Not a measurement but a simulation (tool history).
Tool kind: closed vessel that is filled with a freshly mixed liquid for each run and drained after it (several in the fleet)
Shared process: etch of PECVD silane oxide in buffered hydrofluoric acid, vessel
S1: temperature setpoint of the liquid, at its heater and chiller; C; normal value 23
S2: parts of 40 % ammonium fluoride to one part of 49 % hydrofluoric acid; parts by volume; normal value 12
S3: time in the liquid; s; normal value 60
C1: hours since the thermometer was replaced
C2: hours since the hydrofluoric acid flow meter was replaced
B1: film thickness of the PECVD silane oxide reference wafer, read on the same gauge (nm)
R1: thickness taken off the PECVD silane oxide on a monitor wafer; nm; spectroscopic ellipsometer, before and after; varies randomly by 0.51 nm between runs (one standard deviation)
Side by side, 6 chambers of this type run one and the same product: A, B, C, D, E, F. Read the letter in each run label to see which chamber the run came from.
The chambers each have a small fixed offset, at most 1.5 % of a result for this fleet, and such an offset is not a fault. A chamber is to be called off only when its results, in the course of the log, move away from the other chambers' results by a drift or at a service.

run	hour	S1	S2	S3	C1	C2	B1	R1
1B	7.5	23	12	60	811.3	1107.6	59.973	78.88
2C	16.5	23	12	60	28.1	743	59.976	78.166
3E	28.8	23	12	60	435.9	1200.8	60.033	79.061
4D	40.3	23	12	60	2150.4	631.4	59.997	77.661
5F	46.9	23	12	60	1450.7	1115.8	59.994	79.148
6A	55.9	23	12	60	1515.6	265.9	59.99	78.477
7D	68.6	20.5	12	60	2178.7	659.7	59.993	67.543
8C	79.5	20.5	12	60	91.1	806	59.999	67.664
9B	88.2	20.5	12	60	892	1188.3	59.968	69.877
10A	97.8	20.5	12	60	1557.5	307.8	59.979	69.071
11F	108.4	20.5	12	60	1512.2	1177.3	60.003	68.377
12E	119.2	20.5	12	60	526.3	1291.2	60.007	68.482
13F	126.3	23	12	60	1530.1	1195.2	59.989	79.534
14B	138.1	23	12	60	941.9	1238.2	60.003	78.93
15A	147.8	20	12	60	1607.5	357.8	60.021	66.786
16C	156.1	20	12	60	167.7	882.6	60.009	66.778
17D	168.2	20	12	60	2278.3	759.3	60.006	65.478
18E	178.4	20	12	60	585.5	1350.4	59.99	68.692
19B	188.1	20	12	60	991.9	1288.2	59.996	67.08
20D	195.5	20	12	60	2305.6	786.6	59.996	66.338
21E	205.1	23	12	60	612.2	1377.1	60.009	80.724
22A	214.5	23	12	60	1674.2	424.5	60.019	78.687
23C	223.2	19	12	60	234.8	949.7	60.01	62.583
# hour 228.9: chamber E: hydrofluoric acid flow meter replaced
24F	232.5	19	12	60	1636.3	1301.4	59.997	63.728
25A	239.7	19	12	60	1699.4	449.7	59.975	62.529
26B	247.5	19	12	60	1051.3	1347.6	59.985	63.488
27D	254.5	19	12	60	2364.6	845.6	60.008	62.567
28E	263.4	19	12	60	670.5	34.5	59.979	65.182
29F	273.8	23	12	60	1677.6	1342.7	60.011	78.459
30C	281.7	23	12	60	293.3	1008.2	59.985	78.553
31C	292.3	23	12	60	303.9	1018.8	59.986	78.509
32A	301.4	23	12	60	1761.1	511.4	60.011	79.146
33F	309.9	23	16	70	1713.7	1378.8	60.006	69.6
34E	317.1	23	16	70	724.2	88.2	60.036	73.525
35B	325.4	23	16	70	1129.2	1425.5	59.979	69.513
36D	333.7	23	16	70	2443.8	924.8	59.961	69.347
37E	344.3	23	16	70	751.4	115.4	60.022	75.012
38C	354.1	23	16	70	365.7	1080.6	59.995	69.373
39F	362.3	23	12	60	1766.1	1431.2	59.985	80.116

All chambers now run identical settings, listed one chamber a line with results as question marks. What results will each chamber show?
40A	371.5	23	12	60				?
40B	371.5	23	12	60				?
40C	371.5	23	12	60				?
40D	371.5	23	12	60				?
40E	371.5	23	12	60				?
40F	371.5	23	12	60				?

run	R1
40A	78.982
40B	78.85
40C	78.977
40D	77.722
40E	85.039
40F	78.324
